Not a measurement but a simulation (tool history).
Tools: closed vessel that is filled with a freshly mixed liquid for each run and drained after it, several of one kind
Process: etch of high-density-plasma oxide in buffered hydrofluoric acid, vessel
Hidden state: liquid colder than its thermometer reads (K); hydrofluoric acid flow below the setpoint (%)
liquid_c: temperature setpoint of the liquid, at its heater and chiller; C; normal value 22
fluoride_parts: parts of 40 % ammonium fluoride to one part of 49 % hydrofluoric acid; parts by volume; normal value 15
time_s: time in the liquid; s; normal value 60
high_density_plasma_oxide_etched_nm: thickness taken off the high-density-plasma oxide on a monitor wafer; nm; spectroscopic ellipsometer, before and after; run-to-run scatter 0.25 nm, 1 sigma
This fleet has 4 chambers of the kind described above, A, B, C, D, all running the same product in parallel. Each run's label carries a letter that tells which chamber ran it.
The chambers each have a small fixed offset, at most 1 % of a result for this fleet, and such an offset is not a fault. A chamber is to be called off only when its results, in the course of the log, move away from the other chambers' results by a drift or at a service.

run     day  liquid_c  fluoride_parts  time_s  hours since the thermometer was replaced  hours since the hydrofluoric acid flow meter was replaced  read-back film thickness of the high-density-plasma oxide reference wafer, read on the same gauge (nm)  high_density_plasma_oxide_etched_nm
 1B   0.483        22              15      60                                      83.1                                                      129.4                                                                                                  99.983                               45.345
 2D   1.038        22              15      60                                    1115.1                                                      825.2                                                                                                  99.978                               45.169
 3A   1.425        22              15      60                                     708.6                                                      246.9                                                                                                  100.02                               45.964
 4C   1.925        22              15      60                                     849.4                                                     2022.4                                                                                                  100.06                               45.408
 5D   2.488        22              15      60                                    1149.9                                                        860                                                                                                  100.07                                45.39
 6C   2.942        22              15      60                                     873.8                                                     2046.8                                                                                                  99.974                               45.289
 7B   3.396        22              15      60                                       153                                                      199.3                                                                                                  100.04                               45.624
      3.438  -- chamber D: thermometer replaced
 8A   3.808        22              15      60                                     765.8                                                      304.1                                                                                                  99.946                               45.358
 9B     4.3        22              15      60                                     174.7                                                        221                                                                                                  100.03                               45.764
10D   4.604        22              15      60                                        28                                                      910.8                                                                                                  99.997                               45.812
11C   4.983        22              15      60                                     922.8                                                     2095.8                                                                                                  99.968                               45.957
12A   5.388        22              15      95                                     803.7                                                        342                                                                                                  100.05                               71.088
13D   5.875        22              15      95                                      58.5                                                      941.3                                                                                                  100.01                               71.585
14A   6.442        22              15      95                                       829                                                      367.3                                                                                                  100.03                               71.159
15C   6.812        22              15      95                                     966.7                                                     2139.7                                                                                                  99.971                               72.248
16B   7.121        22              15      60                                     242.4                                                      288.7                                                                                                  99.958                               45.801
17C   7.725        22              19      30                                     988.6                                                     2161.6                                                                                                  100.01                               17.927
18D   8.167        22              19      30                                     113.5                                                      996.3                                                                                                  99.926                               17.867
19B   8.529        22              19      30                                     276.2                                                      322.5                                                                                                   99.98                               18.021
20A   8.979        22              19      30                                     889.9                                                      428.2                                                                                                  99.974                               17.429
21D   9.358        22              15      60                                     142.1                                                     1024.9                                                                                                  99.994                               45.318
22B   9.733        22              15      60                                     305.1                                                      351.4                                                                                                  100.03                               45.505
23C  10.225        22              15      60                                    1048.6                                                     2221.6                                                                                                  99.999                               45.317
24A    10.7        22              15      60                                     931.2                                                      469.5                                                                                                  99.975                               43.162
25B  11.246        22              15      60                                     341.4                                                      387.7                                                                                                     100                               45.407
26C  11.838        22              15      60                                    1087.3                                                     2260.3                                                                                                  100.01                               45.699
27A  12.362        22              15      60                                     971.1                                                      509.4                                                                                                  99.951                               42.727
28D  12.688        22              15      60                                       222                                                     1104.8                                                                                                  100.01                               45.068

Decide between three cases: one chamber stands off from its peers, the gauge reading all wafers drifts, or nothing is wrong past each chamber's small offset. Where a chamber is off, say which and what most likely put it there.

Little by little, chamber A moves away from the other chambers.
Most likely cause: liquid colder than its thermometer reads (K) = 1.27.
The log might look much the same if the cause were instead: hydrofluoric acid flow below the setpoint (%).

Below are 4 candidate recipes for chamber A's next run, each the usual settings with a change, their results shown as question marks. Which of them brings A's results back in line with what the other chambers give on the usual settings?
A result is in line if it is within this distance of the other chambers' mean on the usual settings: high_density_plasma_oxide_etched_nm 0.87 nm
29A-1  13.121        22              14      60                                                                                                                                                                                                                                                 ?
29A-2  13.121        22            15.5      55                                                                                                                                                                                                                                                 ?
29A-3  13.121        22            14.5      65                                                                                                                                                                                                                                                 ?
29A-4  13.121        22              16      60                                                                                                                                                                                                                                                 ?

What the other chambers average on the usual settings: high_density_plasma_oxide_etched_nm 45.437 nm
  run  high_density_plasma_oxide_etched_nm
29A-1                               45.533
29A-2                               37.706
29A-3                               47.628
29A-4                               39.849
It is 29A-1 that realigns the chamber with its peers.

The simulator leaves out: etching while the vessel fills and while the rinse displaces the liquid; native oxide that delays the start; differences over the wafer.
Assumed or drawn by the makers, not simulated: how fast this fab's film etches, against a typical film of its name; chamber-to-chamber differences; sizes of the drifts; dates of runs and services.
